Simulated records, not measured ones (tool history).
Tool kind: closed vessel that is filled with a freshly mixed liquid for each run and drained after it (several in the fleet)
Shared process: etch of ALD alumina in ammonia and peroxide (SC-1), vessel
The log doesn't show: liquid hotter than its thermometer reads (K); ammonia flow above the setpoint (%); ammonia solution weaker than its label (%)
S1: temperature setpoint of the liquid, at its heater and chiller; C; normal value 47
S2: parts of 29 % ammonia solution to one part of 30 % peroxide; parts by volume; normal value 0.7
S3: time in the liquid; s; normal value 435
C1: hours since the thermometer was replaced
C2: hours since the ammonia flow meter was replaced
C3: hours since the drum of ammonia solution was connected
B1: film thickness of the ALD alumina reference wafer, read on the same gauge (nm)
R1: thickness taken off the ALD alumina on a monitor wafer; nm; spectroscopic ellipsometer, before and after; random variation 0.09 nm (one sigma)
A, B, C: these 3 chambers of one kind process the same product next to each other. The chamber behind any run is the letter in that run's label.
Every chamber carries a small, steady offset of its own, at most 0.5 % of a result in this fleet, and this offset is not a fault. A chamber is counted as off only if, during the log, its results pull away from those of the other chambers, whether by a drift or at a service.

run	day	S1	S2	S3	C1	C2	C3	B1	R1
1C	0.196	47	0.7	435	637.1	867.4	577.3	130.00	20.040
2A	0.458	47	0.7	435	515.5	329.5	121.6	129.99	19.867
3B	0.675	47	0.7	435	46.8	382.5	349.6	130.00	19.817
4C	1.096	47	0.7	435	658.7	889.0	598.9	130.01	19.880
5A	1.321	38	0.7	435	536.2	350.2	142.3	130.01	11.760
6B	1.554	38	0.7	435	67.9	403.6	370.7	130.00	11.873
7B	1.833	38	0.7	435	74.6	410.3	377.4	130.01	11.846
8A	2.258	47	0.7	435	558.7	372.7	164.8	130.01	19.874
9C	2.575	47	0.7	435	694.2	924.5	634.4	129.98	20.090
10C	2.767	47	0.7	435	698.8	929.1	639.0	130.00	20.105
11B	3.204	47	0.7	435	107.5	443.2	410.3	129.99	19.963
12A	3.433	47	1.0	550	586.9	400.9	193.0	129.99	26.091
13C	3.733	47	1.0	550	722.0	952.3	662.2	130.01	26.215
14A	3.929	47	1.0	550	598.8	412.8	204.9	130.00	25.923
15B	4.196	47	0.7	435	131.3	467.0	434.1	130.02	19.650
16C	4.542	47	0.7	435	741.4	971.7	681.6	130.00	20.073
17B	4.796	47	0.8	435	145.7	481.4	448.5	129.98	20.168
18A	5.225	47	0.8	435	629.9	443.9	236.0	130.00	20.185
19C	5.471	47	0.8	435	763.7	994.0	703.9	130.00	20.519
20A	5.862	47	0.7	435	645.2	459.2	251.3	129.98	19.996
21B	6.133	47	0.7	435	177.8	513.5	480.6	130.02	19.815
22B	6.421	47	0.7	435	184.7	520.4	487.5	130.00	19.781
# day 6.475: chamber C: new drum of ammonia solution connected
23A	6.667	47	0.7	435	664.5	478.5	270.6	130.02	19.766
24C	6.962	47	0.7	435	799.5	1029.8	11.8	129.99	20.408
25B	7.338	47	0.7	435	206.7	542.4	509.5	130.01	19.894
26C	7.750	47	0.7	435	818.4	1048.7	30.7	130.01	20.575

Which is it: a chamber that has drifted or been left off by a service, a gauge drift common to all chambers, or only each chamber's usual small offset? If a chamber is off, name it and its likeliest cause.

It is chamber C that slowly wanders off from its peers.
Cause: liquid hotter than its thermometer reads (K) = 0.544.

Here are 4 candidates for chamber C's next run, each the usual settings with a change, their results left as question marks. Which one brings its results back in line with what the others give on the usual settings?
In line means no further than this from the other chambers' mean on the usual settings: R1 0.310 nm
27C-1	8.058	47.0	0.70	470					?
27C-2	8.058	47.5	0.70	440					?
27C-3	8.058	47.0	0.45	435					?
27C-4	8.058	47.0	0.70	405					?

The other chambers' mean on the usual settings: R1 19.901 nm
run	R1
27C-1	22.334
27C-2	21.512
27C-3	19.837
27C-4	19.245
The right change is 27C-3: it brings the chamber back within the allowed miss of the others.

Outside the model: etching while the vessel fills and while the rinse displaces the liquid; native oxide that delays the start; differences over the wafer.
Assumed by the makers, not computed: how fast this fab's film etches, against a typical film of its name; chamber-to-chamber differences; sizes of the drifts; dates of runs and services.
